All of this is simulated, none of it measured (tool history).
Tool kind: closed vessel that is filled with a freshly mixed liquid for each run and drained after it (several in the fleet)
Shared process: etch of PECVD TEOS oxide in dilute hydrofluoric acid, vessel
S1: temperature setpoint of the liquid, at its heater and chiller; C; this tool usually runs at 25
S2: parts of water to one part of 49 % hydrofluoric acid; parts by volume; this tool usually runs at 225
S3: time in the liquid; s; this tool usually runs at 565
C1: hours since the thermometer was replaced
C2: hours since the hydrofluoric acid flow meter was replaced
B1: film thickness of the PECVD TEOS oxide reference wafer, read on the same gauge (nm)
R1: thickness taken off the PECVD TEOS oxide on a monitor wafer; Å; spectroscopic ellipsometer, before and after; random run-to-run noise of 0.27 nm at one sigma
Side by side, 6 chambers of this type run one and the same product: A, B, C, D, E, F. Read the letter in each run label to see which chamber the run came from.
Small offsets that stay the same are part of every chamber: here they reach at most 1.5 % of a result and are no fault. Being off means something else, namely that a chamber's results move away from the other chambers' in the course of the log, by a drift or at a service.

Run 1C, day 0.379: usual settings; C1 1642; C2 770.7; B1 80.023. Result: R1 472.21 Å.
Run 2A, day 0.871: usual settings; C1 489.1; C2 163.9; B1 80.008. Result: R1 485.75 Å.
At day 1.092: chamber B: thermometer replaced.
Run 3E, day 1.292: usual settings; C1 84; C2 840.3; B1 80.029. Result: R1 477.79 Å.
Run 4D, day 1.808: usual settings; C1 474.4; C2 736.2; B1 79.999. Result: R1 476.24 Å.
Run 5B, day 2.108: usual settings but S1 30 C, S2 135 parts by volume; C1 24.5; C2 191.3; B1 79.974. Result: R1 1038.6 Å.
Run 6F, day 2.512: usual settings but S1 30 C, S2 135 parts by volume; C1 833.4; C2 1258.9; B1 80.007. Result: R1 1044.8 Å.
Run 7F, day 2.775: usual settings but S1 30 C, S2 135 parts by volume; C1 839.7; C2 1265.2; B1 79.957. Result: R1 1049.1 Å.
Run 8B, day 3.012: usual settings but S1 30 C, S2 135 parts by volume; C1 46.2; C2 213; B1 80.01. Result: R1 1060.7 Å.
Run 9D, day 3.279: usual settings but S1 30 C, S2 135 parts by volume; C1 509.7; C2 771.5; B1 80.024. Result: R1 1046.4 Å.
Run 10C, day 3.696: usual settings but S1 30 C, S2 135 parts by volume; C1 1721.6; C2 850.3; B1 79.964. Result: R1 1061.3 Å.
Run 11A, day 3.975: usual settings; C1 563.6; C2 238.4; B1 79.994. Result: R1 480.63 Å.
Run 12E, day 4.442: usual settings; C1 159.6; C2 915.9; B1 80.014. Result: R1 479.53 Å.
Run 13B, day 4.85: usual settings; C1 90.3; C2 257.1; B1 80.003. Result: R1 477.8 Å.
Run 14E, day 5.246: usual settings; C1 178.9; C2 935.2; B1 79.999. Result: R1 474.2 Å.
Run 15F, day 5.679: usual settings; C1 909.4; C2 1334.9; B1 80.012. Result: R1 475.78 Å.
Run 16D, day 6.012: usual settings; C1 575.3; C2 837.1; B1 80.027. Result: R1 472.59 Å.
Run 17A, day 6.438: usual settings but S1 22.5 C, S2 170 parts by volume; C1 622.7; C2 297.5; B1 79.981. Result: R1 618.24 Å.
At day 6.642: chamber F: thermometer replaced.
Run 18C, day 6.767: usual settings but S1 22.5 C, S2 170 parts by volume; C1 1795.3; C2 924; B1 79.976. Result: R1 611.48 Å.
Run 19D, day 7.204: usual settings but S1 22.5 C, S2 170 parts by volume; C1 603.9; C2 865.7; B1 79.993. Result: R1 603.95 Å.
Run 20A, day 7.462: usual settings but S1 22.5 C, S2 170 parts by volume; C1 647.3; C2 322.1; B1 80.01. Result: R1 613.28 Å.
Run 21F, day 7.762: usual settings but S1 22.5 C, S2 170 parts by volume; C1 26.9; C2 1384.9; B1 79.979. Result: R1 608.2 Å.
Run 22E, day 8.138: usual settings but S1 22.5 C, S2 170 parts by volume; C1 248.3; C2 1004.6; B1 80.01. Result: R1 612.96 Å.
At day 8.367: chamber D: thermometer replaced.
Run 23B, day 8.521: usual settings; C1 178.4; C2 345.2; B1 79.985. Result: R1 494.45 Å.
Run 24C, day 8.8: usual settings but S1 29 C, S3 890 s; C1 1844.1; C2 972.8; B1 80.048. Result: R1 862.78 Å.
Run 25C, day 9.133: usual settings but S1 29 C, S3 890 s; C1 1852.1; C2 980.8; B1 79.984. Result: R1 863.18 Å.
Run 26A, day 9.558: usual settings but S1 29 C, S3 890 s; C1 697.6; C2 372.4; B1 79.98. Result: R1 870.45 Å.
Run 27B, day 10.062: usual settings but S1 29 C, S3 890 s; C1 215.4; C2 382.2; B1 80.014. Result: R1 905.07 Å.
Run 28F, day 10.538: usual settings but S1 29 C, S3 890 s; C1 93.5; C2 1451.5; B1 80.003. Result: R1 861.92 Å.
Run 29D, day 10.771: usual settings but S1 29 C, S3 890 s; C1 57.7; C2 951.3; B1 79.994. Result: R1 861.99 Å.
Run 30E, day 11.183: usual settings; C1 321.4; C2 1077.7; B1 80.004. Result: R1 480.22 Å.
Run 31F, day 11.417: usual settings but S2 155 parts by volume, S3 275 s; C1 114.6; C2 1472.6; B1 80.021. Result: R1 361.21 Å.
Run 32E, day 11.871: usual settings but S2 155 parts by volume, S3 275 s; C1 337.9; C2 1094.2; B1 80.035. Result: R1 362.48 Å.
Run 33B, day 12.304: usual settings but S2 155 parts by volume, S3 275 s; C1 269.2; C2 436; B1 80. Result: R1 383.22 Å.
Run 34A, day 12.825: usual settings but S2 155 parts by volume, S3 275 s; C1 776; C2 450.8; B1 79.976. Result: R1 370.1 Å.
Run 35C, day 13.225: usual settings but S2 155 parts by volume, S3 275 s; C1 1950.3; C2 1079; B1 80.004. Result: R1 367.22 Å.
Run 36D, day 13.517: usual settings but S2 155 parts by volume, S3 275 s; C1 123.6; C2 1017.2; B1 80.021. Result: R1 361.9 Å.

The same settings go to every chamber for the next run, one line per chamber below. Forecast the results for each:
Run 37A, day 13.896: usual settings. Result: R1 ?.
Run 37B, day 13.896: usual settings. Result: R1 ?.
Run 37C, day 13.896: usual settings. Result: R1 ?.
Run 37D, day 13.896: usual settings. Result: R1 ?.
Run 37E, day 13.896: usual settings. Result: R1 ?.
Run 37F, day 13.896: usual settings. Result: R1 ?.

run      R1
37A  481.42
37B  510.05
37C  477.01
37D  474.66
37E  474.08
37F  478.68
